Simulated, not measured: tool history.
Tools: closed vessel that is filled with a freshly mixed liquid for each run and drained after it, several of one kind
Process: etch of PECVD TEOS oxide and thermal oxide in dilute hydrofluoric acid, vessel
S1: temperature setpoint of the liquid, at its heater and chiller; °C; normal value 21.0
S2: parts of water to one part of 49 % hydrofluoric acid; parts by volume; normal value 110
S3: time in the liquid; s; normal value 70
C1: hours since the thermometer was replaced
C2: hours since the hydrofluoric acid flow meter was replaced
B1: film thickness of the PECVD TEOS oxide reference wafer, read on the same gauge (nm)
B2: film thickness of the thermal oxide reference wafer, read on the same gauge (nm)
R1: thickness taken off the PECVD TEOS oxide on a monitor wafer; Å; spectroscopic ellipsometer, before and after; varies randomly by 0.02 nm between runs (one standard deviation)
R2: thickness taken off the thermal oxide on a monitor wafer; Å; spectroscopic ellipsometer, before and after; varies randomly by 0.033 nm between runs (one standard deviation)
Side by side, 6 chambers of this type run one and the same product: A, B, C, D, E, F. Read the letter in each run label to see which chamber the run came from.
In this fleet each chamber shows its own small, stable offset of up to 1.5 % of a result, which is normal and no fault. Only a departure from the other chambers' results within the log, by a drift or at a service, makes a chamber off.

run   hour    S1   S2  S3     C1      C2       B1      B2      R1      R2
 1C    3.9  21.0  110  70  237.5   390.5  100.010  130.00  53.024  26.763
 2D    8.9  21.0  110  70  765.3  2201.6  100.010  130.01  53.935  25.904
 3B   15.3  21.0  110  70  599.1   528.7   99.983  130.05  53.120  26.049
 4E   21.8  21.0  110  70  365.0  1862.6   99.995  130.04  53.288  26.189
      22.7  -- chamber B: hydrofluoric acid flow meter replaced
      24.4  -- chamber A: hydrofluoric acid flow meter replaced
 5A   26.2  21.0  110  70  125.2     1.9   99.967  129.99  53.602  26.296
 6F   32.4  19.5  140  70  547.1   247.9  100.010  130.01  38.645  18.849
 7A   38.6  19.5  140  70  137.6    14.3  100.020  130.00  38.092  18.532
 8B   42.9  19.5  140  70  626.7    20.3   99.981  130.03  38.373  18.953
 9F   49.0  19.5  140  70  563.7   264.5  100.000  129.96  38.358  17.793
10C   54.1  19.5  140  70  287.7   440.7   99.998  130.00  37.924  18.485
11E   60.5  19.5  140  70  403.7  1901.3  100.020  129.98  37.857  18.550
12D   66.6  21.0  110  70  823.0  2259.3  100.010  130.00  54.001  25.468
13D   71.1  21.0  110  70  827.5  2263.8   99.962  130.03  53.932  25.426
14C   77.2  21.0  110  70  310.8   463.8  100.050  129.99  53.366  26.213
15B   81.6  21.0  110  70  665.4    59.0   99.992  130.04  53.562  25.862
16E   88.7  21.0  110  70  431.9  1929.5  100.010  129.98  53.091  25.119
17A   94.5  21.0  110  70  193.5    70.2   99.974  130.00  53.861  25.543
18F   99.5  21.0  110  70  614.2   315.0  100.010  130.00  53.784  25.708
19D  105.9  21.0  110  70  862.3  2298.6   99.986  130.00  54.001  26.110
20C  111.1  21.0  130  70  344.7   497.7  100.010  130.04  44.334  21.968
21B  116.1  21.0  130  70  699.9    93.5  100.010  129.96  44.177  21.626
22A  119.4  21.0  130  70  218.4    95.1   99.989  130.02  44.279  21.902
23E  123.8  21.0  130  70  467.0  1964.6  100.020  129.99  43.947  21.631
24F  128.9  21.0  130  70  643.6   344.4   99.958  129.96  44.850  21.382
25F  135.6  21.0  130  70  650.3   351.1   99.986  130.01  44.561  21.456
26D  139.6  21.0  110  70  896.0  2332.3  100.000  130.01  53.958  25.670
27A  147.0  17.0  110  90  246.0   122.7   99.995  130.04  58.775  28.722
     148.1  -- chamber F: hydrofluoric acid flow meter replaced
28C  151.7  17.0  110  90  385.3   538.3   99.977  129.99  58.195  28.712
29B  155.9  17.0  110  90  739.7   133.3  100.020  130.00  58.470  28.808
30E  160.4  17.0  110  90  503.6  2001.2   99.991  130.00  57.354  28.692
     165.9  -- chamber E: hydrofluoric acid flow meter replaced
31E  166.3  17.0  110  90  509.5     0.4  100.020  130.03  57.653  28.692
32D  169.5  17.0  110  90  925.9  2362.2  100.010  129.99  58.964  28.078
33B  173.7  21.0  110  70  757.5   151.1  100.030  130.00  53.476  26.115
34C  180.0  21.0  150  70  413.6   566.6  100.000  129.95  37.522  18.590
35A  186.1  21.0  150  70  285.1   161.8  100.060  129.97  37.314  18.103
36F  190.7  21.0  150  70  705.4    42.6   99.987  129.99  37.824  18.083
37F  196.7  21.0  150  70  711.4    48.6   99.992  129.99  37.845  17.812
38B  200.5  21.0  150  70  784.3   177.9   99.967  130.01  37.583  18.125
39A  204.2  21.0  150  70  303.2   179.9   99.984  130.02  37.464  18.109
40C  208.8  21.0  110  70  442.4   595.4   99.972  130.00  53.113  26.687

Each of the 6 chambers runs these same settings next. Fill in every chamber's results:
41A  214.0  21.0  110  30                   ?   ?
41B  214.0  21.0  110  30                   ?   ?
41C  214.0  21.0  110  30                   ?   ?
41D  214.0  21.0  110  30                   ?   ?
41E  214.0  21.0  110  30                   ?   ?
41F  214.0  21.0  110  30                   ?   ?

run      R1      R2
41A  23.093  11.039
41B  23.105  11.197
41C  22.780  11.346
41D  23.322  11.199
41E  22.782  10.978
41F  23.098  11.062

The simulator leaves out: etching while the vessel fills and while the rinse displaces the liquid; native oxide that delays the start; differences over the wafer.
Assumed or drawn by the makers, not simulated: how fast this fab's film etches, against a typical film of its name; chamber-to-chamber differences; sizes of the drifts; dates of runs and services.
